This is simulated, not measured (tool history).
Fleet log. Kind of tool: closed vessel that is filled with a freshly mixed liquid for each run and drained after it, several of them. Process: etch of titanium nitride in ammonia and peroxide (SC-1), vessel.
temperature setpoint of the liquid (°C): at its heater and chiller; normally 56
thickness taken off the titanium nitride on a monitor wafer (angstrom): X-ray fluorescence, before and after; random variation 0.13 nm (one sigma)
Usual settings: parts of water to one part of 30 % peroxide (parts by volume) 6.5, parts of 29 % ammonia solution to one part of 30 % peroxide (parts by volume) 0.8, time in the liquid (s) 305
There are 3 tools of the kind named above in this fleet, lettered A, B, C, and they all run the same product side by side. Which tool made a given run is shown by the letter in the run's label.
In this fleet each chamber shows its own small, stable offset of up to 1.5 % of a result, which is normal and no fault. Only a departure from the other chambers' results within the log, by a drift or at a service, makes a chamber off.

run   hour  temperature setpoint of the liquid (°C)  parts of water to one part of 30 % peroxide (parts by volume)  parts of 29 % ammonia solution to one part of 30 % peroxide (parts by volume)  time in the liquid (s)  read-back film thickness of the titanium nitride reference wafer, read on the same gauge (nm)  thickness taken off the titanium nitride on a monitor wafer (angstrom)
 1A    4.3                                       56                                                            6.5                                                                            0.8                     305                                                                                            110                                                                  373.16
 2B    8.3                                       56                                                            6.5                                                                            0.8                     305                                                                                         110.01                                                                  373.17
 3C   13.1                                       56                                                            6.5                                                                            0.8                     305                                                                                            110                                                                  377.12
 4B   17.8                                       56                                                            6.5                                                                            0.8                     305                                                                                            110                                                                  370.19
      18.5  -- chamber A: new drum of ammonia solution connected
 5A   20.8                                       56                                                            6.5                                                                            0.8                     305                                                                                         109.97                                                                  372.23
 6C     26                                       56                                                            6.5                                                                            0.8                     365                                                                                            110                                                                  450.24
 7C   30.2                                       56                                                            6.5                                                                            0.8                     365                                                                                            110                                                                   445.7
 8B   33.2                                       56                                                            6.5                                                                            0.8                     365                                                                                         109.98                                                                  445.46
 9A   36.7                                       63                                                            9.5                                                                            0.8                     305                                                                                            110                                                                  493.95
10A   41.6                                       63                                                            9.5                                                                            0.8                     305                                                                                         109.99                                                                  493.91
11B   45.3                                       63                                                            9.5                                                                            0.8                     305                                                                                         109.98                                                                  485.96
12C   47.7                                       56                                                            6.5                                                                           0.45                     305                                                                                         110.01                                                                  344.54
13B   53.1                                       56                                                            6.5                                                                           0.45                     305                                                                                            110                                                                  342.06
14C   57.1                                       56                                                            6.5                                                                           0.45                     305                                                                                         110.01                                                                  346.16
15A     62                                       56                                                            8.5                                                                            0.8                     305                                                                                         110.01                                                                  330.12
16B   66.8                                       56                                                            8.5                                                                            0.8                     305                                                                                         109.97                                                                  326.86
17A   69.5                                       56                                                            8.5                                                                            0.8                     305                                                                                         109.99                                                                  327.04
18C   74.3                                       56                                                            6.5                                                                            0.8                     305                                                                                         110.01                                                                  382.61
19C   77.5                                       56                                                            6.5                                                                            0.8                     305                                                                                         110.02                                                                  382.41
20B   80.4                                       56                                                            6.5                                                                            0.8                     305                                                                                         109.99                                                                  371.93
21A   83.5                                       56                                                            6.5                                                                            0.8                     305                                                                                         110.03                                                                  371.72
22A   87.8                                       56                                                            6.5                                                                            0.8                     305                                                                                            110                                                                  371.31
23B   91.7                                       56                                                            6.5                                                                            0.8                     305                                                                                            110                                                                  374.25
24C   96.4                                       56                                                            6.5                                                                            0.8                     305                                                                                         110.01                                                                  383.84
25A   98.8                                       56                                                            6.5                                                                            0.8                     305                                                                                         110.01                                                                  374.51
      99.7  -- chamber B: ammonia flow meter replaced
26C  103.3                                       56                                                            6.5                                                                            0.8                     305                                                                                            110                                                                  386.74
27B  108.7                                       56                                                            6.5                                                                            0.8                     305                                                                                         110.03                                                                  371.82
28B  111.2                                       56                                                            6.5                                                                            0.8                     305                                                                                            110                                                                  372.26
29C  114.3                                       56                                                            6.5                                                                            0.8                     305                                                                                         110.01                                                                  387.55
30A    118                                     61.5                                                              8                                                                            0.8                     305                                                                                         110.01                                                                  489.96
31B  120.7                                     61.5                                                              8                                                                            0.8                     305                                                                                         109.99                                                                  479.34
32A  123.3                                     61.5                                                              8                                                                            0.8                     305                                                                                         110.01                                                                   489.8
33C    128                                       56                                                            6.5                                                                            0.8                     305                                                                                         110.01                                                                  387.89
34B  131.8                                       56                                                            6.5                                                                            0.8                     305                                                                                            110                                                                  372.05
35C  136.9                                       56                                                            6.5                                                                            0.8                     305                                                                                         109.98                                                                  389.65
36A  141.3                                       56                                                            6.5                                                                            0.8                     305                                                                                         110.01                                                                  374.59
37C    144                                       56                                                            6.5                                                                            0.8                     305                                                                                         109.99                                                                   388.7
38A  149.3                                       56                                                            6.5                                                                            0.8                     305                                                                                         109.99                                                                  373.08
39B  153.6                                       56                                                            6.5                                                                            0.8                     305                                                                                         110.01                                                                   369.2

Is one chamber out of step, is the gauge drifting, or do the chambers differ by no more than their own small offsets? For an off chamber, give its letter and the likeliest cause.

One chamber, C, drifts off from the rest bit by bit.
Most likely cause: liquid hotter than its thermometer reads (K) = 0.705.

Below are 4 candidate recipes for chamber C's next run, each the usual settings with a change, their results shown as question marks. Which of them brings C's results back in line with what the other chambers give on the usual settings?
Allowed miss from the other chambers' usual-settings mean, per result, to count as in line: thickness taken off the titanium nitride on a monitor wafer (angstrom) 4.7
40C-1  157.6                                       56                                                            5.5                                                                           0.85                     305                                                                                                                                                                      ?
40C-2  157.6                                       56                                                            6.5                                                                            0.8                     280                                                                                                                                                                      ?
40C-3  157.6                                     56.5                                                            6.5                                                                            0.8                     310                                                                                                                                                                      ?
40C-4  157.6                                     55.5                                                            6.5                                                                            0.8                     300                                                                                                                                                                      ?

Mean of the other chambers on the usual settings: thickness taken off the titanium nitride on a monitor wafer (angstrom) 372.59
  run  thickness taken off the titanium nitride on a monitor wafer (angstrom)
40C-1                                                                  428.05
40C-2                                                                  361.08
40C-3                                                                  413.61
40C-4                                                                  374.13
The right change is 40C-4: it brings the chamber back within the allowed miss of the others.
